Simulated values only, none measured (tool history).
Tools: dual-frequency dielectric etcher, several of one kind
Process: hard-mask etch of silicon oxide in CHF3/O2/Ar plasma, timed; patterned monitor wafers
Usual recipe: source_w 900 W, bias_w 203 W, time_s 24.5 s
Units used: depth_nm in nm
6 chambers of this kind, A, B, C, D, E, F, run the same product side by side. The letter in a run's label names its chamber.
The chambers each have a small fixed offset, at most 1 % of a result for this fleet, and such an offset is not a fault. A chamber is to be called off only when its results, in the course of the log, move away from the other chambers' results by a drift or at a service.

run,day,source_w,bias_w,time_s,"read-back reference wafer on the same gauge, depth_nm",depth_nm
1E,0.142,900,203,24.5,48.873,59.495
2A,0.433,900,203,24.5,48.911,58.756
3F,0.708,900,203,24.5,48.871,59.527
4B,0.892,900,203,24.5,48.915,58.576
5D,1.188,900,203,24.5,48.895,59.283
6C,1.367,900,203,24.5,48.895,59.083
7E,1.554,900,203,24.5,48.901,59.615
8A,1.688,900,203,24.5,48.886,59.084
9C,1.850,900,203,24.5,48.868,59.416
10B,2.079,1110,203,28.0,48.914,72.462
# day 2.283: chamber C: wet clean of the chamber
11F,2.283,1110,203,28.0,48.930,73.907
12D,2.512,1110,203,28.0,48.888,72.923
13B,2.692,1110,203,28.0,48.933,72.132
14F,2.821,1110,203,28.0,48.907,73.972
15D,2.958,1110,203,28.0,48.886,72.807
16A,3.238,740,203,24.5,48.880,54.640
17C,3.450,740,203,24.5,48.885,54.867
18E,3.679,740,203,24.5,48.880,55.254
# day 3.704: chamber B: wet clean of the chamber
19E,3.900,740,203,24.5,48.898,55.377
20B,4.121,740,203,24.5,48.861,54.353
21F,4.404,740,203,24.5,48.877,55.844
22A,4.675,900,203,24.5,48.885,58.919
23D,4.904,900,203,24.5,48.889,59.165
24C,5.083,900,203,24.5,48.910,59.233
25E,5.308,900,203,24.5,48.876,59.625
26D,5.492,900,203,24.5,48.894,59.256
27B,5.700,900,203,24.5,48.892,58.508
28A,5.875,900,203,24.5,48.903,58.715
29C,6.033,900,203,24.5,48.898,58.964
30F,6.262,900,203,24.5,48.933,60.407
31A,6.404,900,203,24.5,48.884,58.972
32C,6.629,900,203,24.5,48.903,59.365
33E,6.854,900,203,24.5,48.935,59.618
34B,7.088,900,203,24.5,48.910,58.338
35D,7.217,900,203,24.5,48.930,58.943
36F,7.379,900,203,24.5,48.883,60.571
37B,7.521,900,203,24.5,48.900,58.279
38A,7.675,900,203,24.5,48.906,58.752
39D,7.846,900,203,24.5,48.913,59.071
40C,8.108,900,203,24.5,48.923,59.401
41E,8.275,900,203,24.5,48.912,59.569
42F,8.567,900,203,24.5,48.906,60.481
43C,8.704,900,203,24.5,48.901,59.246
44A,8.938,900,203,24.5,48.879,58.900

Decide between three cases: one chamber stands off from its peers, the gauge reading all wafers drifts, or nothing is wrong past each chamber's small offset. Where a chamber is off, say which and what most likely put it there.

It is chamber F that slowly wanders off from its peers.
What lies behind it: etch rate over this chamber's usual, % = 2.39.

Which of the 4 candidates below, each the usual settings with something changed and its results left as question marks, puts chamber F back in line with what the other chambers give on the usual settings?
In line means no further than this from the other chambers' mean on the usual settings: depth_nm 0.490 nm
45F-1,9.146,880,199,24.5,,?
45F-2,9.146,970,203,24.5,,?
45F-3,9.146,920,207,24.5,,?
45F-4,9.146,860,195,24.5,,?

Average result of the remaining chambers running the usual settings: depth_nm 59.064 nm
run,depth_nm
45F-1,59.872
45F-2,62.525
45F-3,61.685
45F-4,58.958
With 45F-4, the chamber falls back in line with the rest.

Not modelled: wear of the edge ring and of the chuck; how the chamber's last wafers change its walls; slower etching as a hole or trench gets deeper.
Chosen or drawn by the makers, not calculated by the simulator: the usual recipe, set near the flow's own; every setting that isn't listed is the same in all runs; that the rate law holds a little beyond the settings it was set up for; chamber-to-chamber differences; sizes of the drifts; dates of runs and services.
